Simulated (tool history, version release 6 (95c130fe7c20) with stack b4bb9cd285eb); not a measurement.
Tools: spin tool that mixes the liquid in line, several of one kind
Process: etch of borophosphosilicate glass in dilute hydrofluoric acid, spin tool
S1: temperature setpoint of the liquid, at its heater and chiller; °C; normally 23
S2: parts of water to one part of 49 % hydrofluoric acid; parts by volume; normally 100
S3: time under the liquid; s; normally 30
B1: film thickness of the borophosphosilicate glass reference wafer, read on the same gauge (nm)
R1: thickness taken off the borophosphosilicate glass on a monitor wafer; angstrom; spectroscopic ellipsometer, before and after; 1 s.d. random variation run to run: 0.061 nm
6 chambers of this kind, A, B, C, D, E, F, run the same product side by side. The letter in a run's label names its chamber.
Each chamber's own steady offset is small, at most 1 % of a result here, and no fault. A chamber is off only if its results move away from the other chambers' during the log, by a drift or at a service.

run 1B hour=9.1 | S1=23 S2=100 S3=30 | B1=60.04 | R1=113.25
-- hour=17.1 chamber A: thermometer replaced
run 2A hour=20.2 | S1=23 S2=100 S3=30 | B1=60.016 | R1=113.17
run 3E hour=32.1 | S1=23 S2=100 S3=30 | B1=60.006 | R1=112.56
run 4F hour=39.9 | S1=23 S2=100 S3=30 | B1=59.99 | R1=113.32
run 5D hour=48.1 | S1=23 S2=100 S3=30 | B1=60.024 | R1=113.95
run 6C hour=58 | S1=23 S2=100 S3=30 | B1=59.998 | R1=115.84
run 7D hour=67.9 | S1=23 S2=100 S3=30 | B1=60.001 | R1=113.47
run 8E hour=79.3 | S1=23 S2=75 S3=20 | B1=60.007 | R1=103.57
run 9F hour=88.1 | S1=23 S2=75 S3=20 | B1=59.988 | R1=104.61
run 10A hour=97.9 | S1=23 S2=75 S3=20 | B1=60.028 | R1=103.34
run 11B hour=105.3 | S1=23 S2=75 S3=20 | B1=59.99 | R1=102.74
run 12C hour=114.2 | S1=23 S2=75 S3=20 | B1=59.996 | R1=104.18
run 13A hour=128 | S1=23 S2=75 S3=20 | B1=60.023 | R1=103.26
run 14F hour=135.4 | S1=23 S2=100 S3=30 | B1=59.998 | R1=113.51
run 15E hour=148.4 | S1=23 S2=100 S3=30 | B1=60.014 | R1=113.18
run 16D hour=159.4 | S1=23 S2=100 S3=30 | B1=59.975 | R1=113.52
run 17C hour=169.2 | S1=23 S2=100 S3=30 | B1=60.008 | R1=115.16
run 18B hour=179.3 | S1=23 S2=100 S3=30 | B1=60.007 | R1=114.17
run 19C hour=190.2 | S1=23 S2=100 S3=30 | B1=60.015 | R1=114.36
run 20E hour=203 | S1=23 S2=100 S3=30 | B1=59.991 | R1=112.36
run 21B hour=212.3 | S1=23 S2=100 S3=40 | B1=60.018 | R1=151.79
run 22D hour=225.1 | S1=23 S2=100 S3=40 | B1=60.027 | R1=151.13
run 23A hour=236.5 | S1=23 S2=100 S3=40 | B1=60.016 | R1=150.98
run 24F hour=245.1 | S1=23 S2=100 S3=40 | B1=60.031 | R1=148.78
-- hour=248.5 chamber E: hydrofluoric acid flow meter replaced
run 25A hour=257.2 | S1=23 S2=100 S3=40 | B1=60.012 | R1=151.17
run 26D hour=266.9 | S1=23 S2=100 S3=40 | B1=59.998 | R1=152.32
run 27F hour=280.9 | S1=23 S2=100 S3=30 | B1=59.982 | R1=111.36
run 28C hour=294.4 | S1=23 S2=100 S3=30 | B1=59.993 | R1=113.73
run 29B hour=301.2 | S1=23 S2=65 S3=20 | B1=59.987 | R1=121.38
run 30E hour=314.7 | S1=23 S2=65 S3=20 | B1=60.004 | R1=121.48
run 31D hour=326.6 | S1=23 S2=65 S3=20 | B1=59.987 | R1=122.96
-- hour=327.4 chamber D: thermometer replaced
-- hour=328 chamber B: hydrofluoric acid flow meter replaced
run 32C hour=338.3 | S1=23 S2=65 S3=20 | B1=59.984 | R1=121.52
run 33A hour=351.4 | S1=23 S2=65 S3=20 | B1=60.016 | R1=120.66
-- hour=356.4 chamber A: hydrofluoric acid flow meter replaced
run 34E hour=361.4 | S1=23 S2=65 S3=20 | B1=59.975 | R1=120.98
run 35F hour=371.2 | S1=23 S2=100 S3=30 | B1=59.999 | R1=109.61
run 36B hour=378.1 | S1=23 S2=100 S3=30 | B1=59.958 | R1=112.54
run 37A hour=392.7 | S1=23 S2=100 S3=30 | B1=59.994 | R1=113.38
run 38D hour=405.7 | S1=23 S2=100 S3=30 | B1=60.005 | R1=114.4
run 39F hour=419.8 | S1=19.5 S2=100 S3=30 | B1=59.979 | R1=94.856
run 40E hour=429 | S1=19.5 S2=100 S3=30 | B1=59.975 | R1=98.489
run 41B hour=439.4 | S1=19.5 S2=100 S3=30 | B1=59.983 | R1=97.777

The same settings go to every chamber for the next run, one line per chamber below. Forecast the results for each:
run 42A hour=450 | S1=23 S2=60 S3=30 | R1=?
run 42B hour=450 | S1=23 S2=60 S3=30 | R1=?
run 42C hour=450 | S1=23 S2=60 S3=30 | R1=?
run 42D hour=450 | S1=23 S2=60 S3=30 | R1=?
run 42E hour=450 | S1=23 S2=60 S3=30 | R1=?
run 42F hour=450 | S1=23 S2=60 S3=30 | R1=?

run=42A R1=197.04
run=42B R1=198.51
run=42C R1=198.73
run=42D R1=200.75
run=42E R1=199.94
run=42F R1=188.43
